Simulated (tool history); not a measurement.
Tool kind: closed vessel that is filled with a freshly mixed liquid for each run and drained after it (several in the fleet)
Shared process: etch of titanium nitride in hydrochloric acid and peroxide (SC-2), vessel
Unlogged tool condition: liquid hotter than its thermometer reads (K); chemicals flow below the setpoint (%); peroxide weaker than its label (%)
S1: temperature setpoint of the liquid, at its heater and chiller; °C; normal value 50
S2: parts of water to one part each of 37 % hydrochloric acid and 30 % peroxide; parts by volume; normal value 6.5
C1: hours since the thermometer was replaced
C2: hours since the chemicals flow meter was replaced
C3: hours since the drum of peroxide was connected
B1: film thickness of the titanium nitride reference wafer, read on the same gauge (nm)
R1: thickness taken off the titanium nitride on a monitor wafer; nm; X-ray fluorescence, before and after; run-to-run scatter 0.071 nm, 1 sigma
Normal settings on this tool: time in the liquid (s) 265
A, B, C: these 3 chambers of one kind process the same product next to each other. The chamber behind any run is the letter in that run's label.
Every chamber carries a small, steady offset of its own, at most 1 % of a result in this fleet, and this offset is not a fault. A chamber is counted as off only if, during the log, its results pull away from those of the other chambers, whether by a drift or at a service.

{"run": "1C", "hour": 7.2, "S1": 50, "S2": 6.5, "time in the liquid (s)": 265, "C1": 196.9, "C2": 252.6, "C3": 215.7, "B1": 89.987, "R1": 11.046}
{"run": "2A", "hour": 12.5, "S1": 50, "S2": 6.5, "time in the liquid (s)": 265, "C1": 425.4, "C2": 68.9, "C3": 46, "B1": 90.014, "R1": 11.082}
{"run": "3B", "hour": 18.5, "S1": 50, "S2": 6.5, "time in the liquid (s)": 265, "C1": 2229.8, "C2": 1655.4, "C3": 164.9, "B1": 90.028, "R1": 11.084}
{"run": "4B", "hour": 26.4, "S1": 50, "S2": 6.5, "time in the liquid (s)": 265, "C1": 2237.7, "C2": 1663.3, "C3": 172.8, "B1": 89.999, "R1": 11.074}
{"run": "5A", "hour": 32.9, "S1": 50, "S2": 6.5, "time in the liquid (s)": 265, "C1": 445.8, "C2": 89.3, "C3": 66.4, "B1": 90.053, "R1": 11.099}
{"run": "6C", "hour": 39.8, "S1": 50, "S2": 6.5, "time in the liquid (s)": 265, "C1": 229.5, "C2": 285.2, "C3": 248.3, "B1": 90.043, "R1": 11.004}
{"run": "7A", "hour": 45.7, "S1": 50, "S2": 6.5, "time in the liquid (s)": 265, "C1": 458.6, "C2": 102.1, "C3": 79.2, "B1": 89.954, "R1": 11.155}
{"run": "8B", "hour": 53.8, "S1": 50, "S2": 6.5, "time in the liquid (s)": 265, "C1": 2265.1, "C2": 1690.7, "C3": 200.2, "B1": 90.003, "R1": 11.034}
{"run": "9C", "hour": 61.7, "S1": 50, "S2": 6.5, "time in the liquid (s)": 265, "C1": 251.4, "C2": 307.1, "C3": 270.2, "B1": 90.019, "R1": 11.065}
{"run": "10B", "hour": 67.4, "S1": 50, "S2": 6.5, "time in the liquid (s)": 265, "C1": 2278.7, "C2": 1704.3, "C3": 213.8, "B1": 89.985, "R1": 11.264}
{"run": "11A", "hour": 71.8, "S1": 50, "S2": 6.5, "time in the liquid (s)": 265, "C1": 484.7, "C2": 128.2, "C3": 105.3, "B1": 89.985, "R1": 11.114}
{"run": "12C", "hour": 81.2, "S1": 50, "S2": 6.5, "time in the liquid (s)": 265, "C1": 270.9, "C2": 326.6, "C3": 289.7, "B1": 90.001, "R1": 10.936}
{"run": "13C", "hour": 90.5, "S1": 50, "S2": 6.5, "time in the liquid (s)": 265, "C1": 280.2, "C2": 335.9, "C3": 299, "B1": 89.97, "R1": 10.95}
{"run": "14B", "hour": 96.6, "S1": 50, "S2": 6.5, "time in the liquid (s)": 265, "C1": 2307.9, "C2": 1733.5, "C3": 243, "B1": 89.976, "R1": 11.069}
{"run": "15A", "hour": 104.0, "S1": 50, "S2": 6.5, "time in the liquid (s)": 265, "C1": 516.9, "C2": 160.4, "C3": 137.5, "B1": 90.02, "R1": 11.068}
{"run": "16B", "hour": 111.8, "S1": 50, "S2": 6.5, "time in the liquid (s)": 265, "C1": 2323.1, "C2": 1748.7, "C3": 258.2, "B1": 90.019, "R1": 11.1}
{"run": "17A", "hour": 118.4, "S1": 50, "S2": 6.5, "time in the liquid (s)": 265, "C1": 531.3, "C2": 174.8, "C3": 151.9, "B1": 89.984, "R1": 11.125}
{"run": "18C", "hour": 126.4, "S1": 50, "S2": 6.5, "time in the liquid (s)": 265, "C1": 316.1, "C2": 371.8, "C3": 334.9, "B1": 89.98, "R1": 11.069}
{"run": "19C", "hour": 135.4, "S1": 50, "S2": 6.5, "time in the liquid (s)": 265, "C1": 325.1, "C2": 380.8, "C3": 343.9, "B1": 90.015, "R1": 11.032}
{"run": "20B", "hour": 139.9, "S1": 50, "S2": 6.5, "time in the liquid (s)": 265, "C1": 2351.2, "C2": 1776.8, "C3": 286.3, "B1": 89.979, "R1": 10.938}
{"run": "21A", "hour": 146.9, "S1": 50, "S2": 6.5, "time in the liquid (s)": 265, "C1": 559.8, "C2": 203.3, "C3": 180.4, "B1": 89.995, "R1": 11.081}
{"run": "22B", "hour": 154.6, "S1": 50, "S2": 6.5, "time in the liquid (s)": 265, "C1": 2365.9, "C2": 1791.5, "C3": 301, "B1": 90.064, "R1": 10.932}
{"run": "23A", "hour": 162.8, "S1": 50, "S2": 6.5, "time in the liquid (s)": 265, "C1": 575.7, "C2": 219.2, "C3": 196.3, "B1": 89.993, "R1": 11.066}
{"run": "24C", "hour": 171.2, "S1": 50, "S2": 6.5, "time in the liquid (s)": 265, "C1": 360.9, "C2": 416.6, "C3": 379.7, "B1": 90.017, "R1": 11.009}
{"run": "25B", "hour": 179.5, "S1": 50, "S2": 6.5, "time in the liquid (s)": 315, "C1": 2390.8, "C2": 1816.4, "C3": 325.9, "B1": 90.028, "R1": 12.76}
{"run": "26A", "hour": 184.5, "S1": 50, "S2": 6.5, "time in the liquid (s)": 315, "C1": 597.4, "C2": 240.9, "C3": 218, "B1": 90.023, "R1": 13.209}
{"run": "27C", "hour": 188.7, "S1": 50, "S2": 6.5, "time in the liquid (s)": 315, "C1": 378.4, "C2": 434.1, "C3": 397.2, "B1": 90, "R1": 13.06}
{"run": "28C", "hour": 194.3, "S1": 50, "S2": 6.5, "time in the liquid (s)": 265, "C1": 384, "C2": 439.7, "C3": 402.8, "B1": 90.04, "R1": 11.051}
{"run": "29A", "hour": 203.2, "S1": 50, "S2": 6.5, "time in the liquid (s)": 265, "C1": 616.1, "C2": 259.6, "C3": 236.7, "B1": 90.02, "R1": 11.142}
{"run": "30B", "hour": 210.4, "S1": 50, "S2": 6.5, "time in the liquid (s)": 265, "C1": 2421.7, "C2": 1847.3, "C3": 356.8, "B1": 90.019, "R1": 10.746}
{"run": "31B", "hour": 218.9, "S1": 50, "S2": 6.5, "time in the liquid (s)": 265, "C1": 2430.2, "C2": 1855.8, "C3": 365.3, "B1": 90.065, "R1": 10.631}
{"run": "32C", "hour": 226.6, "S1": 50, "S2": 6.5, "time in the liquid (s)": 265, "C1": 416.3, "C2": 472, "C3": 435.1, "B1": 89.97, "R1": 10.901}
{"run": "33A", "hour": 232.5, "S1": 50, "S2": 6.5, "time in the liquid (s)": 265, "C1": 645.4, "C2": 288.9, "C3": 266, "B1": 90.019, "R1": 11.097}
{"run": "34B", "hour": 241.9, "S1": 50, "S2": 6.5, "time in the liquid (s)": 315, "C1": 2453.2, "C2": 1878.8, "C3": 388.3, "B1": 90.046, "R1": 12.67}
{"run": "35C", "hour": 250.7, "S1": 50, "S2": 6.5, "time in the liquid (s)": 315, "C1": 440.4, "C2": 496.1, "C3": 459.2, "B1": 90.03, "R1": 13.101}
{"run": "36A", "hour": 256.5, "S1": 50, "S2": 6.5, "time in the liquid (s)": 315, "C1": 669.4, "C2": 312.9, "C3": 290, "B1": 90.071, "R1": 13.195}
{"run": "37B", "hour": 263.7, "S1": 50, "S2": 6.5, "time in the liquid (s)": 265, "C1": 2475, "C2": 1900.6, "C3": 410.1, "B1": 89.936, "R1": 10.402}
{"run": "38C", "hour": 270.9, "S1": 50, "S2": 6.5, "time in the liquid (s)": 265, "C1": 460.6, "C2": 516.3, "C3": 479.4, "B1": 89.975, "R1": 11.141}
{"run": "39A", "hour": 277.3, "S1": 45, "S2": 7.5, "time in the liquid (s)": 265, "C1": 690.2, "C2": 333.7, "C3": 310.8, "B1": 90.03, "R1": 7.1093}

Next, every chamber runs the same settings. What will each give?
{"run": "40A", "hour": 284.1, "S1": 50, "S2": 6.5, "time in the liquid (s)": 265, "R1": "?"}
{"run": "40B", "hour": 284.1, "S1": 50, "S2": 6.5, "time in the liquid (s)": 265, "R1": "?"}
{"run": "40C", "hour": 284.1, "S1": 50, "S2": 6.5, "time in the liquid (s)": 265, "R1": "?"}

run=40A R1=11.026
run=40B R1=10.346
run=40C R1=10.996

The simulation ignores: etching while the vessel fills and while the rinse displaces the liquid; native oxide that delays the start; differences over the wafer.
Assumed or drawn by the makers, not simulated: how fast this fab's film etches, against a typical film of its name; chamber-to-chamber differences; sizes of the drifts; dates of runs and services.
